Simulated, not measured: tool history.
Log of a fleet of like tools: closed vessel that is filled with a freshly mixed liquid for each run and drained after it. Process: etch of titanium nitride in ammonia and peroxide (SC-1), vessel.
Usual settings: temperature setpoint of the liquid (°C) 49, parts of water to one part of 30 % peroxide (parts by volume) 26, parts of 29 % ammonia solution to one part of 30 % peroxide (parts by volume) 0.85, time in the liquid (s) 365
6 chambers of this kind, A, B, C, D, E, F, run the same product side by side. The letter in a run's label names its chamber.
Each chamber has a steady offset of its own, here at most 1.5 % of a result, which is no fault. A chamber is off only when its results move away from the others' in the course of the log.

| run | hour | temperature setpoint of the liquid (°C) | parts of water to one part of 30 % peroxide (parts by volume) | parts of 29 % ammonia solution to one part of 30 % peroxide (parts by volume) | time in the liquid (s) | hours since the thermometer was replaced | hours since the ammonia flow meter was replaced | hours since the drum of ammonia solution was connected | read-back film thickness of the titanium nitride reference wafer, read on the same gauge (nm) | thickness taken off the titanium nitride on a monitor wafer (Å) |
|---|---|---|---|---|---|---|---|---|---|---|
| 1F | 4.5 | 49 | 26 | 0.85 | 365 | 941 | 1701.2 | 25.2 | 120.02 | 141.91 |
| 2D | 9.8 | 49 | 26 | 0.85 | 365 | 1099.3 | 930.6 | 375.6 | 120 | 140.12 |
| 3C | 16.8 | 49 | 26 | 0.85 | 365 | 1484.7 | 2110.6 | 124.1 | 120 | 138.19 |
| 4A | 25.2 | 49 | 26 | 0.85 | 365 | 777.3 | 598 | 522.8 | 119.98 | 140.11 |
| 5E | 33.2 | 49 | 26 | 0.85 | 365 | 372.1 | 2041.4 | 286.9 | 119.99 | 140.29 |
| 6B | 40.8 | 49 | 26 | 0.85 | 365 | 965.4 | 1933.3 | 439.3 | 119.98 | 138.48 |
| 7F | 46.8 | 49 | 26 | 0.85 | 365 | 983.3 | 1743.5 | 67.5 | 120.01 | 141.38 |
|  | 51.2 | chamber B: new drum of ammonia solution connected |
| 8B | 56.5 | 49 | 26 | 0.85 | 365 | 981.1 | 1949 | 5.3 | 120.02 | 140.15 |
| 9D | 64.5 | 49 | 26 | 0.85 | 365 | 1154 | 985.3 | 430.3 | 120.01 | 141.47 |
| 10C | 72.4 | 49 | 26 | 0.85 | 365 | 1540.3 | 2166.2 | 179.7 | 119.99 | 138.32 |
| 11E | 76.8 | 49 | 26 | 0.85 | 365 | 415.7 | 2085 | 330.5 | 120 | 138.34 |
|  | 79.4 | chamber A: thermometer replaced |
| 12A | 84.2 | 57.5 | 26 | 0.85 | 515 | 4.8 | 657 | 581.8 | 120.02 | 351.87 |
| 13F | 92.5 | 57.5 | 26 | 0.85 | 515 | 1029 | 1789.2 | 113.2 | 120.01 | 352.91 |
| 14B | 100.3 | 57.5 | 26 | 0.85 | 515 | 1024.9 | 1992.8 | 49.1 | 119.99 | 359.36 |
|  | 103.9 | chamber B: ammonia flow meter replaced |
| 15A | 108.6 | 57.5 | 26 | 0.85 | 515 | 29.2 | 681.4 | 606.2 | 120.01 | 354.82 |
| 16D | 114.5 | 57.5 | 26 | 0.85 | 515 | 1204 | 1035.3 | 480.3 | 120 | 355.15 |
| 17E | 118.8 | 57.5 | 26 | 0.85 | 515 | 457.7 | 2127 | 372.5 | 119.99 | 355.36 |
|  | 125.4 | chamber C: thermometer replaced |
| 18C | 125.4 | 49 | 26 | 0.85 | 365 | 0.1 | 2219.2 | 232.7 | 119.99 | 139.81 |
|  | 129.8 | chamber E: ammonia flow meter replaced |
| 19D | 131.4 | 49 | 26 | 0.85 | 365 | 1220.9 | 1052.2 | 497.2 | 120.03 | 140.34 |
|  | 133.7 | chamber A: new drum of ammonia solution connected |
| 20C | 141.1 | 49 | 26 | 0.85 | 365 | 15.8 | 2234.9 | 248.4 | 120.01 | 138.63 |
| 21B | 150.4 | 49 | 26 | 0.85 | 365 | 1075 | 46.6 | 99.2 | 119.99 | 143.52 |
| 22E | 157.2 | 49 | 26 | 0.85 | 365 | 496.1 | 27.4 | 410.9 | 119.99 | 140.97 |
| 23A | 166.7 | 49 | 26 | 0.85 | 365 | 87.3 | 739.5 | 33.1 | 120.01 | 139.78 |
| 24F | 171.6 | 49 | 26 | 0.85 | 365 | 1108.1 | 1868.3 | 192.3 | 120.01 | 140.49 |
| 25D | 176 | 49 | 26 | 0.85 | 365 | 1265.5 | 1096.8 | 541.8 | 120 | 140.93 |
| 26A | 184.1 | 49 | 26 | 0.85 | 365 | 104.7 | 756.9 | 50.5 | 119.99 | 141.38 |
| 27E | 190.8 | 49 | 26 | 0.85 | 365 | 529.7 | 61 | 444.5 | 119.99 | 138.96 |
| 28B | 197.1 | 49 | 26 | 0.85 | 365 | 1121.7 | 93.3 | 145.9 | 119.99 | 145.92 |
| 29F | 203.6 | 49 | 26 | 0.85 | 365 | 1140.1 | 1900.3 | 224.3 | 120.02 | 141.45 |
| 30C | 209.8 | 49 | 26 | 0.85 | 365 | 84.5 | 2303.6 | 317.1 | 120 | 139.88 |
| 31F | 214.6 | 49 | 26 | 0.85 | 365 | 1151.1 | 1911.3 | 235.3 | 120 | 141.18 |
| 32B | 222 | 49 | 26 | 0.85 | 365 | 1146.6 | 118.2 | 170.8 | 120.01 | 147.2 |
| 33D | 226.7 | 49 | 33.5 | 0.85 | 255 | 1316.2 | 1147.5 | 592.5 | 120 | 84.707 |
| 34A | 236.1 | 49 | 33.5 | 0.85 | 255 | 156.7 | 808.9 | 102.5 | 120.01 | 85.426 |
| 35E | 244.3 | 49 | 33.5 | 0.85 | 255 | 583.2 | 114.5 | 498 | 120.02 | 84.857 |
| 36C | 253 | 49 | 33.5 | 0.85 | 255 | 127.7 | 2346.8 | 360.3 | 119.99 | 84.08 |
| 37B | 259.8 | 49 | 33.5 | 0.85 | 255 | 1184.4 | 156 | 208.6 | 120 | 89.181 |
| 38F | 266.3 | 49 | 33.5 | 0.85 | 255 | 1202.8 | 1963 | 287 | 120.02 | 85.182 |
| 39C | 272.6 | 49 | 26 | 0.85 | 365 | 147.3 | 2366.4 | 379.9 | 120.01 | 138.91 |

Next, every chamber runs the same settings. What will each give?
| 40A | 279.6 | 49 | 20.5 | 0.85 | 365 |  |  |  |  | ? |
| 40B | 279.6 | 49 | 20.5 | 0.85 | 365 |  |  |  |  | ? |
| 40C | 279.6 | 49 | 20.5 | 0.85 | 365 |  |  |  |  | ? |
| 40D | 279.6 | 49 | 20.5 | 0.85 | 365 |  |  |  |  | ? |
| 40E | 279.6 | 49 | 20.5 | 0.85 | 365 |  |  |  |  | ? |
| 40F | 279.6 | 49 | 20.5 | 0.85 | 365 |  |  |  |  | ? |

| run | thickness taken off the titanium nitride on a monitor wafer (Å) |
|---|---|
| 40A | 159.18 |
| 40B | 168.5 |
| 40C | 157.47 |
| 40D | 160.01 |
| 40E | 160.1 |
| 40F | 161.06 |
